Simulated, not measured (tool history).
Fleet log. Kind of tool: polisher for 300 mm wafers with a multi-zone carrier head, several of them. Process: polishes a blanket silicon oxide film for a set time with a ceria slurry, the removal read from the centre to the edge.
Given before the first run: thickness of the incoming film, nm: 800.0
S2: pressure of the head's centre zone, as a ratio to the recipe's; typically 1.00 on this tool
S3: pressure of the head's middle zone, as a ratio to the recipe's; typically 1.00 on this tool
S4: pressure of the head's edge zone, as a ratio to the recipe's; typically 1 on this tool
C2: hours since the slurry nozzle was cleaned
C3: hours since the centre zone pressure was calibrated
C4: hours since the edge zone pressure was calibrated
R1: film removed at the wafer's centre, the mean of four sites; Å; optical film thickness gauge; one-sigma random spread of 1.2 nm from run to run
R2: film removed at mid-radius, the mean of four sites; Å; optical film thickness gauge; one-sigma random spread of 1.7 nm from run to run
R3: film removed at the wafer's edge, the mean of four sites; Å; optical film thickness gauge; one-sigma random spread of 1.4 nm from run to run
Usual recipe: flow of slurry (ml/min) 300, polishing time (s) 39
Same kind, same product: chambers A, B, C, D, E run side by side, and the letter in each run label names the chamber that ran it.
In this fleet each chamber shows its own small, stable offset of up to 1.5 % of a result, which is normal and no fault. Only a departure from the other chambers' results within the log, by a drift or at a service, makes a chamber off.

{"hour": 6.8, "done": "chamber A: worn pad replaced by a new one"}
{"run": "1E", "hour": 10.8, "flow of slurry (ml/min)": 300, "S2": 1.0, "S3": 1.0, "S4": 1, "polishing time (s)": 39, "wafers polished on this pad": 970, "C2": 66.8, "C3": 153.1, "C4": 379.9, "R1": 1362.0, "R2": 1367.7, "R3": 1393.1}
{"hour": 22.2, "done": "chamber E: worn pad replaced by a new one"}
{"run": "2D", "hour": 23.6, "flow of slurry (ml/min)": 300, "S2": 1.0, "S3": 1.0, "S4": 1, "polishing time (s)": 39, "wafers polished on this pad": 977, "C2": 118.9, "C3": 153.4, "C4": 604.9, "R1": 1385.8, "R2": 1402.1, "R3": 1356.6}
{"hour": 25.1, "done": "chamber D: worn pad replaced by a new one"}
{"run": "3C", "hour": 35.4, "flow of slurry (ml/min)": 300, "S2": 1.0, "S3": 1.0, "S4": 1, "polishing time (s)": 39, "wafers polished on this pad": 696, "C2": 582.7, "C3": 893.4, "C4": 718.5, "R1": 1380.5, "R2": 1367.8, "R3": 1423.0}
{"run": "4B", "hour": 42.7, "flow of slurry (ml/min)": 300, "S2": 1.0, "S3": 1.0, "S4": 1, "polishing time (s)": 39, "wafers polished on this pad": 513, "C2": 374.2, "C3": 625.5, "C4": 978.9, "R1": 1361.1, "R2": 1371.2, "R3": 1379.7}
{"hour": 43.2, "done": "chamber C: worn pad replaced by a new one"}
{"run": "5A", "hour": 52.1, "flow of slurry (ml/min)": 375, "S2": 0.93, "S3": 1.0, "S4": 1, "polishing time (s)": 39, "wafers polished on this pad": 537, "C2": 387.0, "C3": 433.5, "C4": 930.5, "R1": 1301.0, "R2": 1416.6, "R3": 1389.9}
{"run": "6D", "hour": 62.1, "flow of slurry (ml/min)": 375, "S2": 0.93, "S3": 1.0, "S4": 1, "polishing time (s)": 39, "wafers polished on this pad": 439, "C2": 157.4, "C3": 191.9, "C4": 643.4, "R1": 1323.0, "R2": 1408.9, "R3": 1380.3}
{"run": "7B", "hour": 69.2, "flow of slurry (ml/min)": 375, "S2": 0.93, "S3": 1.0, "S4": 1, "polishing time (s)": 39, "wafers polished on this pad": 827, "C2": 400.7, "C3": 652.0, "C4": 1005.4, "R1": 1287.0, "R2": 1368.9, "R3": 1431.2}
{"run": "8A", "hour": 75.7, "flow of slurry (ml/min)": 375, "S2": 0.93, "S3": 1.0, "S4": 1, "polishing time (s)": 39, "wafers polished on this pad": 817, "C2": 410.6, "C3": 457.1, "C4": 954.1, "R1": 1320.1, "R2": 1399.3, "R3": 1396.6}
{"hour": 81.0, "done": "chamber A: worn pad replaced by a new one"}
{"run": "9C", "hour": 82.8, "flow of slurry (ml/min)": 375, "S2": 0.93, "S3": 1.0, "S4": 1, "polishing time (s)": 39, "wafers polished on this pad": 469, "C2": 630.1, "C3": 940.8, "C4": 765.9, "R1": 1305.5, "R2": 1435.2, "R3": 1441.4}
{"run": "10E", "hour": 90.1, "flow of slurry (ml/min)": 300, "S2": 1.0, "S3": 1.0, "S4": 1, "polishing time (s)": 39, "wafers polished on this pad": 805, "C2": 146.1, "C3": 232.4, "C4": 459.2, "R1": 1366.5, "R2": 1388.9, "R3": 1383.0}
{"run": "11A", "hour": 102.4, "flow of slurry (ml/min)": 300, "S2": 1.0, "S3": 1.0, "S4": 1, "polishing time (s)": 39, "wafers polished on this pad": 253, "C2": 437.3, "C3": 483.8, "C4": 980.8, "R1": 1388.7, "R2": 1379.2, "R3": 1373.6}
{"run": "12D", "hour": 111.4, "flow of slurry (ml/min)": 300, "S2": 1.0, "S3": 0.9, "S4": 1, "polishing time (s)": 39, "wafers polished on this pad": 1023, "C2": 206.7, "C3": 241.2, "C4": 692.7, "R1": 1390.2, "R2": 1249.2, "R3": 1366.0}
{"hour": 113.9, "done": "chamber C: centre zone pressure recalibrated"}
{"hour": 117.0, "done": "chamber B: worn pad replaced by a new one"}
{"hour": 117.2, "done": "chamber B: slurry nozzle cleaned"}
{"run": "13E", "hour": 118.2, "flow of slurry (ml/min)": 300, "S2": 1.0, "S3": 0.9, "S4": 1, "polishing time (s)": 39, "wafers polished on this pad": 1138, "C2": 174.2, "C3": 260.5, "C4": 487.3, "R1": 1388.3, "R2": 1258.8, "R3": 1386.8}
{"hour": 120.0, "done": "chamber E: worn pad replaced by a new one"}
{"hour": 124.9, "done": "chamber C: worn pad replaced by a new one"}
{"hour": 129.9, "done": "chamber D: worn pad replaced by a new one"}
{"hour": 130.2, "done": "chamber E: edge zone pressure recalibrated"}
{"run": "14B", "hour": 131.3, "flow of slurry (ml/min)": 300, "S2": 1.0, "S3": 0.9, "S4": 1, "polishing time (s)": 39, "wafers polished on this pad": 170, "C2": 14.1, "C3": 714.1, "C4": 1067.5, "R1": 1361.8, "R2": 1249.8, "R3": 1366.0}
{"run": "15C", "hour": 140.3, "flow of slurry (ml/min)": 300, "S2": 1.0, "S3": 0.9, "S4": 1, "polishing time (s)": 39, "wafers polished on this pad": 183, "C2": 687.6, "C3": 26.5, "C4": 823.4, "R1": 1401.0, "R2": 1239.5, "R3": 1388.1}
{"hour": 145.4, "done": "chamber D: edge zone pressure recalibrated"}
{"run": "16C", "hour": 146.3, "flow of slurry (ml/min)": 300, "S2": 1.0, "S3": 0.9, "S4": 1, "polishing time (s)": 39, "wafers polished on this pad": 254, "C2": 693.6, "C3": 32.5, "C4": 829.4, "R1": 1401.7, "R2": 1266.9, "R3": 1411.3}
{"hour": 155.2, "done": "chamber C: slurry nozzle cleaned"}
{"hour": 155.5, "done": "chamber A: worn pad replaced by a new one"}
{"run": "17B", "hour": 158.7, "flow of slurry (ml/min)": 300, "S2": 1.0, "S3": 1.0, "S4": 1, "polishing time (s)": 39, "wafers polished on this pad": 495, "C2": 41.5, "C3": 741.5, "C4": 1094.9, "R1": 1376.9, "R2": 1370.7, "R3": 1384.6}
{"run": "18D", "hour": 170.1, "flow of slurry (ml/min)": 390, "S2": 0.92, "S3": 1.0, "S4": 1, "polishing time (s)": 39, "wafers polished on this pad": 476, "C2": 265.4, "C3": 299.9, "C4": 24.8, "R1": 1287.4, "R2": 1427.0, "R3": 1364.3}
{"run": "19E", "hour": 177.0, "flow of slurry (ml/min)": 390, "S2": 0.92, "S3": 1.0, "S4": 1, "polishing time (s)": 39, "wafers polished on this pad": 676, "C2": 233.0, "C3": 319.3, "C4": 46.8, "R1": 1290.9, "R2": 1418.1, "R3": 1421.0}
{"run": "20A", "hour": 182.9, "flow of slurry (ml/min)": 390, "S2": 0.92, "S3": 1.0, "S4": 1, "polishing time (s)": 39, "wafers polished on this pad": 324, "C2": 517.8, "C3": 564.3, "C4": 1061.3, "R1": 1309.1, "R2": 1418.9, "R3": 1423.7}
{"hour": 185.7, "done": "chamber D: slurry nozzle cleaned"}
{"hour": 187.2, "done": "chamber C: worn pad replaced by a new one"}
{"run": "21E", "hour": 188.8, "flow of slurry (ml/min)": 390, "S2": 0.92, "S3": 1.0, "S4": 1, "polishing time (s)": 39, "wafers polished on this pad": 816, "C2": 244.8, "C3": 331.1, "C4": 58.6, "R1": 1295.2, "R2": 1426.3, "R3": 1398.0}
{"run": "22A", "hour": 196.3, "flow of slurry (ml/min)": 390, "S2": 0.92, "S3": 1.0, "S4": 1, "polishing time (s)": 39, "wafers polished on this pad": 483, "C2": 531.2, "C3": 577.7, "C4": 1074.7, "R1": 1292.2, "R2": 1427.3, "R3": 1394.0}
{"run": "23C", "hour": 202.3, "flow of slurry (ml/min)": 300, "S2": 1.0, "S3": 1.0, "S4": 1, "polishing time (s)": 39, "wafers polished on this pad": 178, "C2": 47.2, "C3": 88.5, "C4": 885.4, "R1": 1386.1, "R2": 1398.8, "R3": 1421.8}
{"hour": 211.6, "done": "chamber B: worn pad replaced by a new one"}
{"hour": 214.4, "done": "chamber E: worn pad replaced by a new one"}
{"run": "24D", "hour": 214.5, "flow of slurry (ml/min)": 300, "S2": 1.0, "S3": 1.0, "S4": 1, "polishing time (s)": 39, "wafers polished on this pad": 1002, "C2": 28.8, "C3": 344.3, "C4": 69.2, "R1": 1385.2, "R2": 1338.8, "R3": 1365.5}
{"run": "25B", "hour": 221.0, "flow of slurry (ml/min)": 300, "S2": 1.09, "S3": 1.0, "S4": 1, "polishing time (s)": 44, "wafers polished on this pad": 112, "C2": 103.8, "C3": 803.8, "C4": 1157.2, "R1": 1712.1, "R2": 1539.9, "R3": 1577.8}
{"hour": 222.0, "done": "chamber D: worn pad replaced by a new one"}
{"run": "26D", "hour": 227.0, "flow of slurry (ml/min)": 300, "S2": 1.09, "S3": 1.0, "S4": 1, "polishing time (s)": 44, "wafers polished on this pad": 59, "C2": 41.3, "C3": 356.8, "C4": 81.7, "R1": 1755.8, "R2": 1564.3, "R3": 1513.9}
{"hour": 230.3, "done": "chamber C: edge zone pressure recalibrated"}
{"hour": 231.5, "done": "chamber A: centre zone pressure recalibrated"}
{"hour": 233.6, "done": "chamber A: worn pad replaced by a new one"}
{"run": "27E", "hour": 237.3, "flow of slurry (ml/min)": 300, "S2": 1.09, "S3": 1.0, "S4": 1, "polishing time (s)": 44, "wafers polished on this pad": 271, "C2": 293.3, "C3": 379.6, "C4": 107.1, "R1": 1703.2, "R2": 1600.2, "R3": 1554.4}
{"run": "28A", "hour": 246.7, "flow of slurry (ml/min)": 300, "S2": 1.09, "S3": 1.0, "S4": 1, "polishing time (s)": 44, "wafers polished on this pad": 155, "C2": 581.6, "C3": 15.3, "C4": 1125.1, "R1": 1729.6, "R2": 1560.7, "R3": 1525.4}
{"hour": 255.6, "done": "chamber C: worn pad replaced by a new one"}
{"run": "29C", "hour": 259.6, "flow of slurry (ml/min)": 300, "S2": 1.09, "S3": 1.0, "S4": 1, "polishing time (s)": 44, "wafers polished on this pad": 48, "C2": 104.5, "C3": 145.8, "C4": 29.4, "R1": 1749.8, "R2": 1526.4, "R3": 1554.7}
{"run": "30B", "hour": 271.0, "flow of slurry (ml/min)": 300, "S2": 1.0, "S3": 1.0, "S4": 1, "polishing time (s)": 39, "wafers polished on this pad": 704, "C2": 153.8, "C3": 853.8, "C4": 1207.2, "R1": 1356.8, "R2": 1382.1, "R3": 1362.1}
{"run": "31D", "hour": 278.3, "flow of slurry (ml/min)": 300, "S2": 1.0, "S3": 1.0, "S4": 1, "polishing time (s)": 39, "wafers polished on this pad": 667, "C2": 92.6, "C3": 408.1, "C4": 133.0, "R1": 1393.5, "R2": 1394.0, "R3": 1372.4}
{"run": "32E", "hour": 285.5, "flow of slurry (ml/min)": 300, "S2": 1.0, "S3": 1.0, "S4": 1, "polishing time (s)": 39, "wafers polished on this pad": 842, "C2": 341.5, "C3": 427.8, "C4": 155.3, "R1": 1377.7, "R2": 1351.7, "R3": 1397.4}
{"hour": 293.6, "done": "chamber E: worn pad replaced by a new one"}
{"run": "33B", "hour": 293.8, "flow of slurry (ml/min)": 200, "S2": 1.0, "S3": 1.0, "S4": 1, "polishing time (s)": 34, "wafers polished on this pad": 974, "C2": 176.6, "C3": 876.6, "C4": 1230.0, "R1": 1118.5, "R2": 1134.4, "R3": 1150.7}
{"run": "34C", "hour": 301.7, "flow of slurry (ml/min)": 200, "S2": 1.0, "S3": 1.0, "S4": 1, "polishing time (s)": 34, "wafers polished on this pad": 547, "C2": 146.6, "C3": 187.9, "C4": 71.5, "R1": 1155.5, "R2": 1147.6, "R3": 1166.6}
{"hour": 310.2, "done": "chamber A: worn pad replaced by a new one"}
{"run": "35A", "hour": 310.6, "flow of slurry (ml/min)": 200, "S2": 1.0, "S3": 1.0, "S4": 1, "polishing time (s)": 34, "wafers polished on this pad": 5, "C2": 645.5, "C3": 79.2, "C4": 1189.0, "R1": 1152.6, "R2": 1157.0, "R3": 1154.3}
{"hour": 313.1, "done": "chamber D: worn pad replaced by a new one"}
{"hour": 316.0, "done": "chamber B: worn pad replaced by a new one"}
{"run": "36D", "hour": 320.8, "flow of slurry (ml/min)": 200, "S2": 1.0, "S3": 1.0, "S4": 1, "polishing time (s)": 34, "wafers polished on this pad": 91, "C2": 135.1, "C3": 450.6, "C4": 175.5, "R1": 1148.7, "R2": 1132.1, "R3": 1143.3}
{"hour": 330.0, "done": "chamber C: worn pad replaced by a new one"}
{"run": "37E", "hour": 332.3, "flow of slurry (ml/min)": 200, "S2": 1.0, "S3": 1.0, "S4": 1, "polishing time (s)": 34, "wafers polished on this pad": 459, "C2": 388.3, "C3": 474.6, "C4": 202.1, "R1": 1128.2, "R2": 1174.1, "R3": 1159.0}
{"run": "38B", "hour": 344.7, "flow of slurry (ml/min)": 300, "S2": 1.0, "S3": 1.0, "S4": 1, "polishing time (s)": 39, "wafers polished on this pad": 340, "C2": 227.5, "C3": 927.5, "C4": 1280.9, "R1": 1353.6, "R2": 1401.2, "R3": 1393.6}
{"run": "39C", "hour": 352.3, "flow of slurry (ml/min)": 300, "S2": 1.0, "S3": 1.0, "S4": 1, "polishing time (s)": 39, "wafers polished on this pad": 265, "C2": 197.2, "C3": 238.5, "C4": 122.1, "R1": 1378.1, "R2": 1387.9, "R3": 1379.5}
{"run": "40A", "hour": 362.2, "flow of slurry (ml/min)": 200, "S2": 1.0, "S3": 0.91, "S4": 1, "polishing time (s)": 39, "wafers polished on this pad": 617, "C2": 697.1, "C3": 130.8, "C4": 1240.6, "R1": 1303.9, "R2": 1189.5, "R3": 1316.1}

Next, every chamber runs the same settings. What will each give?
{"run": "41A", "hour": 371.5, "flow of slurry (ml/min)": 300, "S2": 1.0, "S3": 0.9, "S4": 1, "polishing time (s)": 39, "R1": "?", "R2": "?", "R3": "?"}
{"run": "41B", "hour": 371.5, "flow of slurry (ml/min)": 300, "S2": 1.0, "S3": 0.9, "S4": 1, "polishing time (s)": 39, "R1": "?", "R2": "?", "R3": "?"}
{"run": "41C", "hour": 371.5, "flow of slurry (ml/min)": 300, "S2": 1.0, "S3": 0.9, "S4": 1, "polishing time (s)": 39, "R1": "?", "R2": "?", "R3": "?"}
{"run": "41D", "hour": 371.5, "flow of slurry (ml/min)": 300, "S2": 1.0, "S3": 0.9, "S4": 1, "polishing time (s)": 39, "R1": "?", "R2": "?", "R3": "?"}
{"run": "41E", "hour": 371.5, "flow of slurry (ml/min)": 300, "S2": 1.0, "S3": 0.9, "S4": 1, "polishing time (s)": 39, "R1": "?", "R2": "?", "R3": "?"}

run=41A R1=1387.9 R2=1252.2 R3=1355.2
run=41B R1=1362.8 R2=1258.6 R3=1376.5
run=41C R1=1382.5 R2=1239.8 R3=1404.2
run=41D R1=1363.8 R2=1249.6 R3=1351.8
run=41E R1=1389.7 R2=1241.7 R3=1369.8
